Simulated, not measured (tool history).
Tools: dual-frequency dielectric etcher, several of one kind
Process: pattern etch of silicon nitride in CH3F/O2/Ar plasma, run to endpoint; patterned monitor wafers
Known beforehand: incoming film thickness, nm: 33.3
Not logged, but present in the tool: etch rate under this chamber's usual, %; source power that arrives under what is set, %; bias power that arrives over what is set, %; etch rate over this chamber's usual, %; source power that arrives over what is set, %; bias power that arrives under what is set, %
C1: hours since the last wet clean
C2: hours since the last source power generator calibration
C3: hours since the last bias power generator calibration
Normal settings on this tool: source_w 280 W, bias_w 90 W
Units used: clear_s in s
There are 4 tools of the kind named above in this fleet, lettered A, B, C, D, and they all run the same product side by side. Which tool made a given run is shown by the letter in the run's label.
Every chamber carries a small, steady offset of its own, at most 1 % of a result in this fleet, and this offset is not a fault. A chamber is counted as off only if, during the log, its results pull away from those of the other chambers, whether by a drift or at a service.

Run 1B, hour 5.4: usual settings; C1 190.3; C2 3010.1; C3 381. Result: clear_s 51.171 s.
Run 2C, hour 10.9: usual settings; C1 106.8; C2 3053.3; C3 1382. Result: clear_s 50.631 s.
Run 3A, hour 14.8: usual settings; C1 189.6; C2 1085.4; C3 491.5. Result: clear_s 50.804 s.
Run 4D, hour 17.8: usual settings; C1 272.9; C2 2711; C3 237.4. Result: clear_s 50.796 s.
Run 5C, hour 21.8: usual settings; C1 117.7; C2 3064.2; C3 1392.9. Result: clear_s 50.685 s.
Run 6D, hour 27.1: usual settings; C1 282.2; C2 2720.3; C3 246.7. Result: clear_s 51.077 s.
Run 7B, hour 34: usual settings; C1 218.9; C2 3038.7; C3 409.6. Result: clear_s 51.222 s.
Run 8A, hour 40: usual settings; C1 214.8; C2 1110.6; C3 516.7. Result: clear_s 50.556 s.
Run 9D, hour 43.1: usual settings but source_w 340 W, bias_w 107 W; C1 298.2; C2 2736.3; C3 262.7. Result: clear_s 44.553 s.
Run 10B, hour 48.6: usual settings but source_w 340 W, bias_w 107 W; C1 233.5; C2 3053.3; C3 424.2. Result: clear_s 44.714 s.
Run 11C, hour 52.1: usual settings but source_w 340 W, bias_w 107 W; C1 148; C2 3094.5; C3 1423.2. Result: clear_s 44.121 s.
Run 12A, hour 58.6: usual settings but source_w 340 W, bias_w 107 W; C1 233.4; C2 1129.2; C3 535.3. Result: clear_s 44.188 s.
Run 13B, hour 62.3: usual settings; C1 247.2; C2 3067; C3 437.9. Result: clear_s 51.677 s.
Run 14A, hour 68.4: usual settings; C1 243.2; C2 1139; C3 545.1. Result: clear_s 51.043 s.
Run 15D, hour 72.1: usual settings; C1 327.2; C2 2765.3; C3 291.7. Result: clear_s 50.792 s.
Run 16C, hour 76: usual settings; C1 171.9; C2 3118.4; C3 1447.1. Result: clear_s 50.859 s.
Run 17B, hour 80.5: usual settings but bias_w 82 W; C1 265.4; C2 3085.2; C3 456.1. Result: clear_s 53.433 s.
Run 18D, hour 87.1: usual settings but bias_w 82 W; C1 342.2; C2 2780.3; C3 306.7. Result: clear_s 52.745 s.
Run 19A, hour 93.4: usual settings but bias_w 82 W; C1 268.2; C2 1164; C3 570.1. Result: clear_s 52.688 s.
Run 20C, hour 96.8: usual settings but bias_w 82 W; C1 192.7; C2 3139.2; C3 1467.9. Result: clear_s 52.47 s.
Run 21A, hour 102.1: usual settings; C1 276.9; C2 1172.7; C3 578.8. Result: clear_s 51.353 s.
Run 22C, hour 107: usual settings; C1 202.9; C2 3149.4; C3 1478.1. Result: clear_s 50.542 s.
Run 23B, hour 111.3: usual settings; C1 296.2; C2 3116; C3 486.9. Result: clear_s 51.034 s.
Run 24D, hour 114.7: usual settings; C1 369.8; C2 2807.9; C3 334.3. Result: clear_s 50.652 s.
Run 25C, hour 120.7: usual settings; C1 216.6; C2 3163.1; C3 1491.8. Result: clear_s 50.829 s.
Run 26D, hour 124.3: usual settings but source_w 300 W, bias_w 107 W; C1 379.4; C2 2817.5; C3 343.9. Result: clear_s 46.28 s.
Run 27A, hour 129.1: usual settings but source_w 300 W, bias_w 107 W; C1 303.9; C2 1199.7; C3 605.8. Result: clear_s 47.048 s.
Run 28B, hour 135.5: usual settings but source_w 300 W, bias_w 107 W; C1 320.4; C2 3140.2; C3 511.1. Result: clear_s 46.795 s.
Run 29C, hour 141: usual settings but source_w 300 W, bias_w 107 W; C1 236.9; C2 3183.4; C3 1512.1. Result: clear_s 46.432 s.
Run 30B, hour 147.3: usual settings; C1 332.2; C2 3152; C3 522.9. Result: clear_s 51.066 s.
Run 31A, hour 152.9: usual settings; C1 327.7; C2 1223.5; C3 629.6. Result: clear_s 51.742 s.
Run 32D, hour 157.2: usual settings; C1 412.3; C2 2850.4; C3 376.8. Result: clear_s 50.947 s.
Run 33B, hour 162.7: usual settings; C1 347.6; C2 3167.4; C3 538.3. Result: clear_s 51.552 s.
Run 34C, hour 166.7: usual settings; C1 262.6; C2 3209.1; C3 1537.8. Result: clear_s 50.454 s.
Run 35A, hour 170.7: usual settings but bias_w 79 W; C1 345.5; C2 1241.3; C3 647.4. Result: clear_s 54.59 s.
Run 36D, hour 176.5: usual settings but bias_w 79 W; C1 431.6; C2 2869.7; C3 396.1. Result: clear_s 53.325 s.
Run 37B, hour 181.1: usual settings but bias_w 79 W; C1 366; C2 3185.8; C3 556.7. Result: clear_s 53.453 s.
Run 38A, hour 185: usual settings but bias_w 79 W; C1 359.8; C2 1255.6; C3 661.7. Result: clear_s 54.812 s.
Run 39D, hour 188.7: usual settings; C1 443.8; C2 2881.9; C3 408.3. Result: clear_s 50.675 s.

One chamber off, gauge drift, or nothing amiss beyond the chambers' own small offsets? If it is a chamber, which one, and what is the likeliest cause?

It is chamber A that slowly wanders off from its peers.
Likeliest cause: etch rate under this chamber's usual, % = 3.16.

Here are 4 candidates for chamber A's next run, each the usual settings with a change, their results left as question marks. Which one brings its results back in line with what the others give on the usual settings?
In line means no further than this from the other chambers' mean on the usual settings: clear_s 0.58 s
Run 40A-1, hour 193.6: usual settings but source_w 300 W. Result: clear_s ?.
Run 40A-2, hour 193.6: usual settings but source_w 270 W, bias_w 87 W. Result: clear_s ?.
Run 40A-3, hour 193.6: usual settings but source_w 260 W, bias_w 84 W. Result: clear_s ?.
Run 40A-4, hour 193.6: usual settings but source_w 320 W. Result: clear_s ?.

On the usual settings, the other chambers give on average: clear_s 50.937 s
  run  clear_s
40A-1   50.899
40A-2   53.594
40A-3   55.058
40A-4   49.695
It is 40A-1 that realigns the chamber with its peers.
